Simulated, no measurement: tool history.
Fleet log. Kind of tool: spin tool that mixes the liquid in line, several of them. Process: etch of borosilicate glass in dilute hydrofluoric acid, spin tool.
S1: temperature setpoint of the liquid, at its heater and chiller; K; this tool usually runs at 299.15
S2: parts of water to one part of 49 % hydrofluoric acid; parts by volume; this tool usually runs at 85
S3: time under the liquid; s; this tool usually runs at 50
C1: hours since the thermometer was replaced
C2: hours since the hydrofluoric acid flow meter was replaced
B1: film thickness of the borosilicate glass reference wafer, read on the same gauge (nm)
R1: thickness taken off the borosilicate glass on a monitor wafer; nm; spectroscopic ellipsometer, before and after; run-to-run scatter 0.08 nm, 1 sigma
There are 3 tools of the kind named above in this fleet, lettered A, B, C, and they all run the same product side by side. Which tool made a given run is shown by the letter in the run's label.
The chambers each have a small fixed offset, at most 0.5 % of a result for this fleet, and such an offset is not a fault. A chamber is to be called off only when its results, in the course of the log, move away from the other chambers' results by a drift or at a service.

Run 1A, hour 5.0: usual settings; C1 861.0; C2 868.5; B1 99.961. Result: R1 24.396 nm.
Run 2C, hour 15.1: usual settings; C1 294.1; C2 182.8; B1 99.985. Result: R1 24.539 nm.
Run 3B, hour 25.3: usual settings; C1 284.6; C2 1236.4; B1 99.979. Result: R1 24.511 nm.
Run 4A, hour 35.4: usual settings; C1 891.4; C2 898.9; B1 99.998. Result: R1 24.439 nm.
Run 5C, hour 41.6: usual settings; C1 320.6; C2 209.3; B1 100.000. Result: R1 24.250 nm.
Run 6B, hour 46.5: usual settings but S1 302.15 K, S2 120 parts by volume; C1 305.8; C2 1257.6; B1 99.989. Result: R1 18.678 nm.
Run 7B, hour 55.8: usual settings but S1 302.15 K, S2 120 parts by volume; C1 315.1; C2 1266.9; B1 99.991. Result: R1 18.870 nm.
Run 8A, hour 60.9: usual settings but S1 302.15 K, S2 120 parts by volume; C1 916.9; C2 924.4; B1 99.983. Result: R1 18.643 nm.
Run 9C, hour 68.9: usual settings; C1 347.9; C2 236.6; B1 99.981. Result: R1 24.331 nm.
Run 10A, hour 76.3: usual settings; C1 932.3; C2 939.8; B1 100.000. Result: R1 24.379 nm.
Run 11B, hour 85.4: usual settings; C1 344.7; C2 1296.5; B1 99.995. Result: R1 24.458 nm.
Run 12C, hour 91.2: usual settings; C1 370.2; C2 258.9; B1 99.975. Result: R1 24.639 nm.
Run 13C, hour 97.4: usual settings; C1 376.4; C2 265.1; B1 100.030. Result: R1 24.433 nm.
At hour 98.5: chamber A: thermometer replaced.
Run 14B, hour 104.4: usual settings; C1 363.7; C2 1315.5; B1 99.992. Result: R1 24.618 nm.
Run 15A, hour 109.5: usual settings; C1 11.1; C2 973.0; B1 100.030. Result: R1 24.355 nm.
Run 16C, hour 117.2: usual settings; C1 396.2; C2 284.9; B1 99.979. Result: R1 24.453 nm.
Run 17B, hour 122.0: usual settings; C1 381.3; C2 1333.1; B1 100.010. Result: R1 24.594 nm.
Run 18A, hour 128.1: usual settings; C1 29.7; C2 991.6; B1 99.998. Result: R1 24.481 nm.
Run 19B, hour 135.8: usual settings; C1 395.1; C2 1346.9; B1 100.020. Result: R1 24.592 nm.
Run 20C, hour 143.8: usual settings; C1 422.8; C2 311.5; B1 99.998. Result: R1 24.455 nm.

What goes on in this fleet: one chamber off, a drifting gauge, or nothing beyond the chambers' own small offsets? Name the chamber and the cause, if any.

No chamber is off and the gauge is stable; the differences are just each chamber's small, constant offset.
